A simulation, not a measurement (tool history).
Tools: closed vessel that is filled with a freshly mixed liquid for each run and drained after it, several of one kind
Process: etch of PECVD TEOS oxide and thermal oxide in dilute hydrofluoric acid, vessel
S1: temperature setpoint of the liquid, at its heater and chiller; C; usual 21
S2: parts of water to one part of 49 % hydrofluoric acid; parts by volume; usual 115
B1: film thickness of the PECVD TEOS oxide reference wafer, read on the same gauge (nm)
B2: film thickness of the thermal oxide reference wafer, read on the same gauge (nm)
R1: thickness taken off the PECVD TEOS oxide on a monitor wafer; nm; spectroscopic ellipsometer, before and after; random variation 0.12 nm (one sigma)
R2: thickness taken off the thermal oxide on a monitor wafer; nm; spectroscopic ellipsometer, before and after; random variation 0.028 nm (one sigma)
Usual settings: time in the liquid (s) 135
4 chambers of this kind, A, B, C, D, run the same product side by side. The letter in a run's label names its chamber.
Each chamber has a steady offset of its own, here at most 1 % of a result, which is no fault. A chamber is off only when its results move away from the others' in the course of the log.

run 1D hour=5 | S1=21 S2=115 time_in_the_liquid_(s)=135 | B1=60.011 B2=79.979 | R1=18.932 R2=4.9013
run 2B hour=15.7 | S1=21 S2=115 time_in_the_liquid_(s)=135 | B1=60.006 B2=80.002 | R1=18.599 R2=4.8374
run 3C hour=25.3 | S1=21 S2=115 time_in_the_liquid_(s)=135 | B1=59.978 B2=80.002 | R1=18.886 R2=4.8209
run 4A hour=32.4 | S1=21 S2=115 time_in_the_liquid_(s)=135 | B1=59.996 B2=79.998 | R1=18.756 R2=4.948
run 5B hour=39 | S1=21 S2=115 time_in_the_liquid_(s)=135 | B1=59.986 B2=79.966 | R1=18.754 R2=4.8766
run 6C hour=47.4 | S1=21 S2=115 time_in_the_liquid_(s)=195 | B1=60.01 B2=80.005 | R1=26.889 R2=6.9878
run 7A hour=52.4 | S1=21 S2=115 time_in_the_liquid_(s)=195 | B1=60.017 B2=79.974 | R1=27.255 R2=7.1197
run 8D hour=60.2 | S1=21 S2=115 time_in_the_liquid_(s)=195 | B1=59.988 B2=80.03 | R1=27.238 R2=7.0718
run 9C hour=70.8 | S1=21 S2=115 time_in_the_liquid_(s)=195 | B1=59.973 B2=79.992 | R1=27.067 R2=6.9057
-- hour=72.5 chamber D: hydrofluoric acid flow meter replaced
run 10A hour=77.8 | S1=23 S2=170 time_in_the_liquid_(s)=135 | B1=60.006 B2=80.019 | R1=13.084 R2=3.3811
run 11D hour=83.8 | S1=23 S2=170 time_in_the_liquid_(s)=135 | B1=59.986 B2=80.028 | R1=12.928 R2=3.3424
run 12B hour=94 | S1=23 S2=170 time_in_the_liquid_(s)=135 | B1=59.971 B2=79.986 | R1=12.888 R2=3.3626
run 13C hour=102.1 | S1=23 S2=170 time_in_the_liquid_(s)=135 | B1=60.018 B2=79.998 | R1=13.18 R2=3.3577
run 14B hour=107.8 | S1=21 S2=115 time_in_the_liquid_(s)=135 | B1=60.023 B2=80.021 | R1=18.686 R2=4.8514
run 15D hour=115 | S1=21 S2=115 time_in_the_liquid_(s)=135 | B1=60 B2=80.027 | R1=18.925 R2=4.9042
run 16A hour=119.8 | S1=21 S2=115 time_in_the_liquid_(s)=135 | B1=60.011 B2=79.977 | R1=18.589 R2=4.9337
run 17C hour=129.5 | S1=21 S2=115 time_in_the_liquid_(s)=135 | B1=60 B2=79.978 | R1=18.749 R2=4.8163
run 18A hour=136.6 | S1=21 S2=115 time_in_the_liquid_(s)=135 | B1=59.952 B2=79.992 | R1=18.793 R2=4.833
run 19D hour=142.7 | S1=21 S2=115 time_in_the_liquid_(s)=135 | B1=59.997 B2=80.005 | R1=19.27 R2=5.0258
run 20B hour=151.5 | S1=21 S2=115 time_in_the_liquid_(s)=135 | B1=60.021 B2=80.007 | R1=18.47 R2=4.8089
run 21A hour=156.6 | S1=21 S2=115 time_in_the_liquid_(s)=135 | B1=59.987 B2=79.951 | R1=18.741 R2=4.8591
run 22D hour=162.2 | S1=21 S2=140 time_in_the_liquid_(s)=135 | B1=60.005 B2=80.039 | R1=15.562 R2=4.0112
run 23C hour=172.6 | S1=21 S2=140 time_in_the_liquid_(s)=135 | B1=59.993 B2=80.003 | R1=14.842 R2=3.8875
run 24B hour=178.4 | S1=21 S2=140 time_in_the_liquid_(s)=135 | B1=59.985 B2=80.009 | R1=14.983 R2=3.9005
run 25D hour=189.4 | S1=21 S2=140 time_in_the_liquid_(s)=135 | B1=59.988 B2=79.991 | R1=15.735 R2=4.0509
run 26A hour=198.7 | S1=21 S2=115 time_in_the_liquid_(s)=135 | B1=60.016 B2=80.012 | R1=18.859 R2=4.9458
run 27C hour=208.7 | S1=21 S2=115 time_in_the_liquid_(s)=135 | B1=60.014 B2=79.981 | R1=18.7 R2=4.8421
run 28B hour=219.2 | S1=21 S2=115 time_in_the_liquid_(s)=135 | B1=59.999 B2=79.992 | R1=18.809 R2=4.8384
run 29A hour=229.1 | S1=21 S2=115 time_in_the_liquid_(s)=135 | B1=59.995 B2=79.996 | R1=18.742 R2=4.8811
run 30C hour=237.9 | S1=21 S2=115 time_in_the_liquid_(s)=135 | B1=59.985 B2=80.01 | R1=18.723 R2=4.8569
run 31B hour=246.6 | S1=21 S2=115 time_in_the_liquid_(s)=135 | B1=60.009 B2=80.021 | R1=18.639 R2=4.8778

What goes on in this fleet: one chamber off, a drifting gauge, or nothing beyond the chambers' own small offsets? Name the chamber and the cause, if any.

Chamber D drifts away from the others.
Cause: liquid hotter than its thermometer reads (K) = 1.93.
The log may not tell that from: hydrofluoric acid flow above the setpoint (%).

Here are 4 candidates for chamber D's next run, each the usual settings with a change, their results left as question marks. Which one brings its results back in line with what the others give on the usual settings?
In line means no further than this from the other chambers' mean on the usual settings: R1 0.42 nm; R2 0.097 nm
run 32D-1 hour=254.4 | S1=21 S2=110 time_in_the_liquid_(s)=140 | R1=? R2=?
run 32D-2 hour=254.4 | S1=21 S2=115 time_in_the_liquid_(s)=130 | R1=? R2=?
run 32D-3 hour=254.4 | S1=21 S2=120 time_in_the_liquid_(s)=130 | R1=? R2=?
run 32D-4 hour=254.4 | S1=21 S2=115 time_in_the_liquid_(s)=140 | R1=? R2=?

The other chambers' mean on the usual settings: R1 18.744 nm; R2 4.8586 nm
run=32D-1 R1=22.096 R2=5.7386
run=32D-2 R1=19.525 R2=5.0711
run=32D-3 R1=18.616 R2=4.835
run=32D-4 R1=21.027 R2=5.4612
32D-3 brings the chamber back in line.
